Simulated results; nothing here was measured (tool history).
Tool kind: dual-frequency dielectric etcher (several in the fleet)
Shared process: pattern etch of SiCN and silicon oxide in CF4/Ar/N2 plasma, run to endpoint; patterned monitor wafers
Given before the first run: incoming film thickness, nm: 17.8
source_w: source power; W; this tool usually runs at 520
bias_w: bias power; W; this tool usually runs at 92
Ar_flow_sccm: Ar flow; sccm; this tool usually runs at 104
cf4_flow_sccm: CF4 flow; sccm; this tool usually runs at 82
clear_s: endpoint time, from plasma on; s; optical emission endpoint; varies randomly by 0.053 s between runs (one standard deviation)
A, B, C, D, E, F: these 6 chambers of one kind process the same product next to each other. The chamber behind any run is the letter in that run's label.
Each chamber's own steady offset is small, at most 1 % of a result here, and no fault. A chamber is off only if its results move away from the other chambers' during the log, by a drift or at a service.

run,hour,source_w,bias_w,Ar_flow_sccm,cf4_flow_sccm,hours since the last wet clean,hours since the last source power generator calibration,hours since the last bias power generator calibration,hours since the last Ar flow controller change,hours since the last CF4 flow controller change,clear_s
1D,14.3,520,92,104,82,254.0,159.0,655.9,1276.9,2292.7,16.355
2B,28.3,520,92,104,82,150.3,3197.3,1343.7,1782.5,891.5,16.383
3C,36.3,520,92,104,82,396.9,1964.2,1371.3,4309.7,4138.3,16.436
4A,46.2,520,92,104,82,191.8,2267.8,636.3,2516.5,3147.1,16.571
5E,61.4,520,92,104,82,208.3,531.8,3593.5,2896.0,3476.3,16.303
6F,68.3,520,92,104,82,448.3,3654.5,1645.6,1716.6,404.0,16.661
# hour 71.9: chamber F: wet clean of the chamber
7C,77.7,520,92,104,82,438.3,2005.6,1412.7,4351.1,4179.7,16.355
8F,90.1,520,92,104,82,18.2,3676.3,1667.4,1738.4,425.8,16.670
9A,96.9,520,92,104,82,242.5,2318.5,687.0,2567.2,3197.8,16.536
10E,109.0,520,92,104,82,255.9,579.4,3641.1,2943.6,3523.9,16.434
11B,119.1,520,92,104,82,241.1,3288.1,1434.5,1873.3,982.3,16.374
12D,127.0,520,92,104,82,366.7,271.7,768.6,1389.6,2405.4,16.302
13B,134.5,520,81,104,82,256.5,3303.5,1449.9,1888.7,997.7,17.032
14E,142.4,520,81,104,82,289.3,612.8,3674.5,2977.0,3557.3,17.227
15F,151.8,520,81,104,82,79.9,3738.0,1729.1,1800.1,487.5,17.419
# hour 154.6: chamber C: wet clean of the chamber
16D,162.8,520,81,104,82,402.5,307.5,804.4,1425.4,2441.2,17.090
17A,170.0,520,81,104,82,315.6,2391.6,760.1,2640.3,3270.9,17.200
# hour 177.8: chamber F: Ar flow controller replaced
18C,183.0,520,81,104,82,28.5,2110.9,1518.0,4456.4,4285.0,17.033
19C,195.7,520,92,104,82,41.2,2123.6,1530.7,4469.1,4297.7,16.397
20A,209.7,520,92,104,82,355.3,2431.3,799.8,2680.0,3310.6,16.510
21F,224.0,520,92,104,82,152.1,3810.2,1801.3,46.2,559.7,16.624
22E,230.8,590,92,104,68,377.7,701.2,3762.9,3065.4,3645.7,15.259
23D,240.0,590,92,104,68,479.7,384.7,881.6,1502.6,2518.4,14.984
24B,248.0,590,92,104,68,370.0,3417.0,1563.4,2002.2,1111.2,14.951
# hour 249.8: chamber B: wet clean of the chamber
25E,259.9,590,92,104,68,406.8,730.3,3792.0,3094.5,3674.8,15.409
# hour 261.2: chamber A: wet clean of the chamber
26C,268.4,590,92,104,68,113.9,2196.3,1603.4,4541.8,4370.4,15.035
27A,279.8,590,92,104,68,18.6,2501.4,869.9,2750.1,3380.7,15.142
28B,286.5,430,92,112,82,36.8,3455.5,1601.9,2040.7,1149.7,19.611
29D,298.3,430,92,112,82,538.0,443.0,939.9,1560.9,2576.7,19.529
30F,313.4,430,92,112,82,241.5,3899.6,1890.7,135.6,649.1,19.852
31F,326.6,430,92,112,82,254.7,3912.8,1903.9,148.8,662.3,19.849
# hour 332.9: chamber D: wet clean of the chamber
32B,334.4,430,92,112,82,84.7,3503.4,1649.8,2088.6,1197.6,19.568
# hour 337.0: chamber C: CF4 flow controller replaced
33C,347.2,430,92,112,82,192.7,2275.1,1682.2,4620.6,10.2,19.573
34D,357.9,520,92,104,82,25.1,502.6,999.5,1620.5,2636.3,16.375
35E,372.9,520,92,104,82,519.8,843.3,3905.0,3207.5,3787.8,16.915
36A,382.2,520,92,104,82,121.0,2603.8,972.3,2852.5,3483.1,16.458
37E,390.2,520,92,104,82,537.1,860.6,3922.3,3224.8,3805.1,16.915
38D,402.7,520,92,104,82,69.9,547.4,1044.3,1665.3,2681.1,16.314
39A,413.2,520,92,104,82,152.0,2634.8,1003.3,2883.5,3514.1,16.531
40B,420.0,520,92,104,82,170.3,3589.0,1735.4,2174.2,1283.2,16.391
41F,432.4,520,71,104,82,360.5,4018.6,2009.7,254.6,768.1,18.162
42C,443.9,520,71,104,82,289.4,2371.8,1778.9,4717.3,106.9,17.802
43B,453.9,520,71,104,82,204.2,3622.9,1769.3,2208.1,1317.1,17.915
44A,462.3,520,71,104,82,201.1,2683.9,1052.4,2932.6,3563.2,17.986

Which is it: a chamber that has drifted or been left off by a service, a gauge drift common to all chambers, or only each chamber's usual small offset? If a chamber is off, name it and its likeliest cause.

One chamber, E, drifts off from the rest bit by bit.
Cause: etch rate under this chamber's usual, % = 3.93.
With only this log, it may be confused with: source power that arrives under what is set, %.

Chamber E could run next with any of the 4 candidate recipes listed below; each alters the usual settings, and their results appear as question marks. Which one brings its results back in line with what the other chambers deliver on the usual settings?
Counts as in line when no further than this from what the other chambers average on the usual settings: clear_s 0.190 s
45E-1,473.2,520,92,78,102,,,,,,?
45E-2,473.2,520,102,104,82,,,,,,?
45E-3,473.2,520,83,104,79,,,,,,?
45E-4,473.2,480,92,104,82,,,,,,?

Average result of the remaining chambers running the usual settings: clear_s 16.436 s
run,clear_s
45E-1,16.063
45E-2,16.497
45E-3,17.792
45E-4,18.343
45E-2 puts the chamber back in line with the other chambers.
